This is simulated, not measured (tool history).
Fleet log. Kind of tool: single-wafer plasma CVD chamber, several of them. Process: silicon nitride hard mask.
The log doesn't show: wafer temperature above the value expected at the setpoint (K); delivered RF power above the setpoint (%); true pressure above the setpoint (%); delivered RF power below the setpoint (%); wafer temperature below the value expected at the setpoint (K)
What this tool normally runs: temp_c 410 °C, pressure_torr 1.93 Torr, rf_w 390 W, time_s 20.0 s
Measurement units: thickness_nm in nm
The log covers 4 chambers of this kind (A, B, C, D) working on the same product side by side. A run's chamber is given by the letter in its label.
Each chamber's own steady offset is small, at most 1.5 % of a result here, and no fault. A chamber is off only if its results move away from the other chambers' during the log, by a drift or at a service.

run,hour,temp_c,pressure_torr,rf_w,time_s,hours since the last thermocouple change,hours since the last RF generator calibration,hours since the last manometer calibration,"read-back reference wafer on the same gauge, thickness_nm",thickness_nm
1D,15.6,410,1.93,390,20.0,2102.5,1574.2,329.1,29.910,28.614
2B,23.3,410,1.93,390,20.0,2061.6,31.6,2090.6,29.906,29.080
# hour 24.1: chamber A: thermocouple changed; heater temperature recalibrated
3A,35.1,410,1.93,390,20.0,11.1,1536.5,829.4,29.891,28.447
4C,44.0,410,1.93,390,20.0,712.0,503.1,1105.5,29.920,28.340
# hour 46.7: chamber B: thermocouple changed; heater temperature recalibrated
5A,59.9,410,1.93,390,20.0,35.9,1561.3,854.2,29.898,28.451
6D,67.0,410,1.93,390,20.0,2153.9,1625.6,380.5,29.899,28.671
7C,83.0,410,1.93,390,20.0,751.0,542.1,1144.5,29.898,28.593
8B,91.1,410,1.93,390,20.0,44.4,99.4,2158.4,29.875,28.811
9D,103.8,410,1.93,390,20.0,2190.7,1662.4,417.3,29.909,28.562
10B,114.1,410,1.93,390,20.0,67.4,122.4,2181.4,29.911,28.919
11C,128.7,410,1.93,390,20.0,796.7,587.8,1190.2,29.890,28.370
# hour 129.3: chamber B: capacitance manometer re-zeroed and calibrated
12A,143.9,410,1.93,390,20.0,119.9,1645.3,938.2,29.876,28.521
13B,151.4,410,1.93,390,20.0,104.7,159.7,22.2,29.899,28.900
14C,158.7,410,1.93,390,20.0,826.7,617.8,1220.2,29.894,28.398
15D,167.3,410,1.93,390,22.6,2254.2,1725.9,480.8,29.905,32.187
16A,182.1,410,1.93,390,22.6,158.1,1683.5,976.4,29.889,32.318
17D,192.7,410,1.93,390,22.6,2279.6,1751.3,506.2,29.914,32.127
# hour 196.2: chamber D: RF generator calibrated
18A,201.6,410,1.93,390,22.6,177.6,1703.0,995.9,29.887,32.233
19C,215.4,410,1.93,390,20.0,883.4,674.5,1276.9,29.921,28.361
20B,229.4,410,1.93,390,20.0,182.7,237.7,100.2,29.890,28.843
21B,242.6,410,1.93,390,20.0,195.9,250.9,113.4,29.898,28.834
22D,251.1,410,2.40,390,18.0,2338.0,55.0,564.6,29.925,27.282
23A,262.7,410,2.40,390,18.0,238.7,1764.1,1057.0,29.893,27.157
24C,277.8,410,2.40,390,18.0,945.8,736.9,1339.3,29.906,26.906
25B,287.6,410,2.40,390,18.0,240.9,295.9,158.4,29.873,27.527
26C,296.7,410,1.93,390,20.0,964.7,755.8,1358.2,29.904,28.220
27D,306.6,410,1.93,390,20.0,2393.5,110.5,620.1,29.887,28.603
28A,319.4,410,1.93,390,20.0,295.4,1820.8,1113.7,29.908,28.491
29C,334.7,410,1.93,390,20.0,1002.7,793.8,1396.2,29.874,27.953
# hour 339.1: chamber A: RF generator calibrated
30A,345.8,410,1.93,390,20.0,321.8,6.7,1140.1,29.899,28.514
31D,353.0,410,1.93,390,20.0,2439.9,156.9,666.5,29.900,28.620
32B,363.7,410,1.93,390,20.0,317.0,372.0,234.5,29.898,28.772
33B,379.2,410,1.93,390,20.0,332.5,387.5,250.0,29.933,28.959
34D,389.4,410,1.93,390,20.0,2476.3,193.3,702.9,29.904,28.492
35A,398.3,410,1.93,390,20.0,374.3,59.2,1192.6,29.883,28.656
36C,408.9,410,1.93,390,20.0,1076.9,868.0,1470.4,29.903,27.764
# hour 416.4: chamber D: thermocouple changed; heater temperature recalibrated
37A,417.3,410,1.93,440,21.4,393.3,78.2,1211.6,29.894,32.746
38C,427.0,410,1.93,440,21.4,1095.0,886.1,1488.5,29.922,32.115
39D,437.2,410,1.93,440,21.4,20.8,241.1,750.7,29.888,32.747
40B,449.5,410,1.93,440,21.4,402.8,457.8,320.3,29.895,33.238

All 4 chambers run these settings next. Forecast each chamber's results:
41A,461.0,418,1.93,390,20.0,,,,,?
41B,461.0,418,1.93,390,20.0,,,,,?
41C,461.0,418,1.93,390,20.0,,,,,?
41D,461.0,418,1.93,390,20.0,,,,,?

run,thickness_nm
41A,28.401
41B,28.787
41C,27.796
41D,28.525
